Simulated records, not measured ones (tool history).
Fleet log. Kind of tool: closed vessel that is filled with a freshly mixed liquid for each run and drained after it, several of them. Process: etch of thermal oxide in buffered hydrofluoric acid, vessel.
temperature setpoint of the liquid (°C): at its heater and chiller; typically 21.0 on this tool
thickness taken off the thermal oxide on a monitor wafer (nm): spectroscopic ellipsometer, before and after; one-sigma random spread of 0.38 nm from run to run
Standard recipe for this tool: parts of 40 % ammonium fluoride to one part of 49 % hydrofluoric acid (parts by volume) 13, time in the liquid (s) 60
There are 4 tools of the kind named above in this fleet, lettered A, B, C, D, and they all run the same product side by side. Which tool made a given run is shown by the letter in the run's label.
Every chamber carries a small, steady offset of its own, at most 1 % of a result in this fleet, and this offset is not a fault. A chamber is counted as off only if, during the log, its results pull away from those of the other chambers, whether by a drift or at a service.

run   hour  temperature setpoint of the liquid (°C)  parts of 40 % ammonium fluoride to one part of 49 % hydrofluoric acid (parts by volume)  time in the liquid (s)  hours since the thermometer was replaced  hours since the hydrofluoric acid flow meter was replaced  read-back film thickness of the thermal oxide reference wafer, read on the same gauge (nm)  thickness taken off the thermal oxide on a monitor wafer (nm)
 1B   14.8                                     21.0                                                                                       13                      60                                     313.4                                                      559.3                                                                                      39.983                                                         45.115
 2C   29.5                                     21.0                                                                                       13                      60                                    1235.8                                                      552.3                                                                                      39.977                                                         46.409
 3A   38.9                                     21.0                                                                                       13                      60                                     465.8                                                     1966.0                                                                                      39.989                                                         45.548
 4D   47.5                                     21.0                                                                                       13                      60                                     415.8                                                      910.6                                                                                      39.993                                                         45.071
 5D   60.7                                     21.0                                                                                       13                      60                                     429.0                                                      923.8                                                                                      39.969                                                         46.533
 6A   67.8                                     21.0                                                                                       13                      60                                     494.7                                                     1994.9                                                                                      39.997                                                         45.477
 7B   82.5                                     21.0                                                                                       13                      60                                     381.1                                                      627.0                                                                                      40.012                                                         45.446
 8C   95.4                                     21.0                                                                                       13                      60                                    1301.7                                                      618.2                                                                                      39.988                                                         45.333
 9D  106.9                                     21.0                                                                                       13                      60                                     475.2                                                      970.0                                                                                      39.953                                                         46.330
10A  119.1                                     21.0                                                                                       13                      60                                     546.0                                                     2046.2                                                                                      39.991                                                         45.217
11C  131.8                                     21.0                                                                                       13                      60                                    1338.1                                                      654.6                                                                                      39.984                                                         44.670
12B  141.9                                     21.0                                                                                       13                      60                                     440.5                                                      686.4                                                                                      40.030                                                         45.219
13A  151.8                                     21.0                                                                                       13                      60                                     578.7                                                     2078.9                                                                                      40.001                                                         45.406
14C  165.3                                     21.0                                                                                       13                      60                                    1371.6                                                      688.1                                                                                      40.053                                                         44.910
15B  175.9                                     21.0                                                                                       13                      60                                     474.5                                                      720.4                                                                                      39.991                                                         45.801
16D  185.0                                     21.0                                                                                       13                      60                                     553.3                                                     1048.1                                                                                      40.011                                                         45.654
17B  193.9                                     21.0                                                                                       13                      60                                     492.5                                                      738.4                                                                                      40.020                                                         45.892
     207.8  -- chamber B: hydrofluoric acid flow meter replaced
18A  207.8                                     21.0                                                                                       13                      60                                     634.7                                                     2134.9                                                                                      40.003                                                         44.814
19D  217.8                                     21.0                                                                                       13                      60                                     586.1                                                     1080.9                                                                                      39.997                                                         45.691
20C  228.1                                     21.0                                                                                       13                      60                                    1434.4                                                      750.9                                                                                      40.026                                                         43.106
21D  236.7                                     21.0                                                                                       13                      60                                     605.0                                                     1099.8                                                                                      39.999                                                         45.542
22B  243.3                                     21.0                                                                                       13                      60                                     541.9                                                       35.5                                                                                      39.984                                                         45.575
23A  257.8                                     21.0                                                                                       13                      60                                     684.7                                                     2184.9                                                                                      40.012                                                         46.136
24C  269.5                                     21.0                                                                                       13                      60                                    1475.8                                                      792.3                                                                                      40.000                                                         42.772
25B  280.8                                     21.0                                                                                       13                      60                                     579.4                                                       73.0                                                                                      39.990                                                         46.247
26A  295.7                                     21.0                                                                                       13                      60                                     722.6                                                     2222.8                                                                                      40.009                                                         45.058
27C  305.9                                     21.0                                                                                       13                      60                                    1512.2                                                      828.7                                                                                      40.004                                                         41.906
28D  317.5                                     18.5                                                                                        8                      60                                     685.8                                                     1180.6                                                                                      39.995                                                         63.410
29A  328.9                                     18.5                                                                                        8                      60                                     755.8                                                     2256.0                                                                                      40.007                                                         61.516
30B  335.6                                     18.5                                                                                        8                      60                                     634.2                                                      127.8                                                                                      40.011                                                         62.245
31D  346.2                                     18.5                                                                                        8                      60                                     714.5                                                     1209.3                                                                                      39.991                                                         63.022
32C  357.6                                     21.0                                                                                       13                      60                                    1563.9                                                      880.4                                                                                      39.999                                                         42.157
33B  364.5                                     21.0                                                                                       13                      60                                     663.1                                                      156.7                                                                                      40.003                                                         45.327
34A  375.5                                     21.0                                                                                       13                      60                                     802.4                                                     2302.6                                                                                      40.003                                                         45.204

All 4 chambers run these settings next. Forecast each chamber's results:
35A  386.3                                     21.0                                                                                       13                      45                                                                                                                                                                                                                                                               ?
35B  386.3                                     21.0                                                                                       13                      45                                                                                                                                                                                                                                                               ?
35C  386.3                                     21.0                                                                                       13                      45                                                                                                                                                                                                                                                               ?
35D  386.3                                     21.0                                                                                       13                      45                                                                                                                                                                                                                                                               ?

run  thickness taken off the thermal oxide on a monitor wafer (nm)
35A                                                         33.569
35B                                                         33.931
35C                                                         30.701
35D                                                         34.203
